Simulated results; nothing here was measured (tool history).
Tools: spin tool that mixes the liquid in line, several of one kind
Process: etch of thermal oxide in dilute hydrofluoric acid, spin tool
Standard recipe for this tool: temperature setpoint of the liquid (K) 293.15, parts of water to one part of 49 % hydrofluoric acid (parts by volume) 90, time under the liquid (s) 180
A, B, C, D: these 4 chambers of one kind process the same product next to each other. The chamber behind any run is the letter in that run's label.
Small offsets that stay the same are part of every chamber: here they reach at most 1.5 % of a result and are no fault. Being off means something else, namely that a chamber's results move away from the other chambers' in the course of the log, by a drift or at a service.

run,hour,temperature setpoint of the liquid (K),parts of water to one part of 49 % hydrofluoric acid (parts by volume),time under the liquid (s),hours since the thermometer was replaced,hours since the hydrofluoric acid flow meter was replaced,"read-back film thickness of the thermal oxide reference wafer, read on the same gauge (nm)",thickness taken off the thermal oxide on a monitor wafer (Å)
1C,10.6,293.15,90,180,451.7,1245.7,149.99,83.140
2A,16.6,293.15,90,180,1646.8,1669.7,150.01,81.540
3B,24.8,293.15,90,180,341.4,969.7,150.01,83.113
4D,30.5,293.15,90,180,1305.7,738.3,150.02,83.485
5A,36.5,293.15,90,180,1666.7,1689.6,150.01,81.948
6B,43.1,293.15,90,180,359.7,988.0,150.02,82.039
7C,52.3,297.15,125,180,493.4,1287.4,149.99,68.057
8D,57.9,297.15,125,180,1333.1,765.7,149.98,67.096
9B,62.8,297.15,125,180,379.4,1007.7,150.01,66.296
10A,70.3,297.15,125,180,1700.5,1723.4,149.96,66.653
11C,78.0,293.15,90,105,519.1,1313.1,149.97,48.317
12D,88.1,293.15,90,105,1363.3,795.9,150.01,48.358
13B,94.5,293.15,90,105,411.1,1039.4,150.02,48.024
14D,105.2,293.15,90,105,1380.4,813.0,150.04,47.941
15C,115.2,291.15,90,180,556.3,1350.3,149.99,75.366
16A,124.0,291.15,90,180,1754.2,1777.1,149.97,74.626
17B,131.0,291.15,90,180,447.6,1075.9,150.03,76.476
18D,142.0,291.15,90,180,1417.2,849.8,150.00,72.814
19C,147.2,293.15,90,180,588.3,1382.3,150.02,83.284
20A,153.7,293.15,90,180,1783.9,1806.8,150.03,83.354
21A,159.3,293.15,90,180,1789.5,1812.4,149.99,81.673
22C,164.9,293.15,90,180,606.0,1400.0,150.01,83.612
23B,172.8,293.15,90,180,489.4,1117.7,150.02,84.130
24D,182.8,293.15,90,180,1458.0,890.6,150.03,76.460
25B,189.2,293.15,90,180,505.8,1134.1,150.01,81.931
26A,196.8,293.15,90,180,1827.0,1849.9,149.99,81.843
27D,205.1,293.15,90,180,1480.3,912.9,150.01,76.048
28C,213.1,293.15,90,180,654.2,1448.2,149.99,83.158

Has any chamber moved away from the others, gradually or after a service, or does the common gauge drift, or do the chambers differ only by their own small steady offsets? State the chamber and the most likely cause if one applies.

It is chamber D that slowly wanders off from its peers.
What lies behind it: hydrofluoric acid flow below the setpoint (%) = 8.99.
With only this log, it may be confused with: liquid colder than its thermometer reads (K).

Which of the 4 candidates below, each the usual settings with something changed and its results left as question marks, puts chamber D back in line with what the other chambers give on the usual settings?
A result is in line if it is within this distance of the other chambers' mean on the usual settings: thickness taken off the thermal oxide on a monitor wafer (Å) 2.800
29D-1,221.1,293.15,90,185,,,,?
29D-2,221.1,293.15,85,185,,,,?
29D-3,221.1,293.15,95,170,,,,?
29D-4,221.1,292.15,90,180,,,,?

Usual-settings mean across the other chambers: thickness taken off the thermal oxide on a monitor wafer (Å) 82.401
run,thickness taken off the thermal oxide on a monitor wafer (Å)
29D-1,76.187
29D-2,81.250
29D-3,65.868
29D-4,71.127
29D-2 brings the chamber back in line.
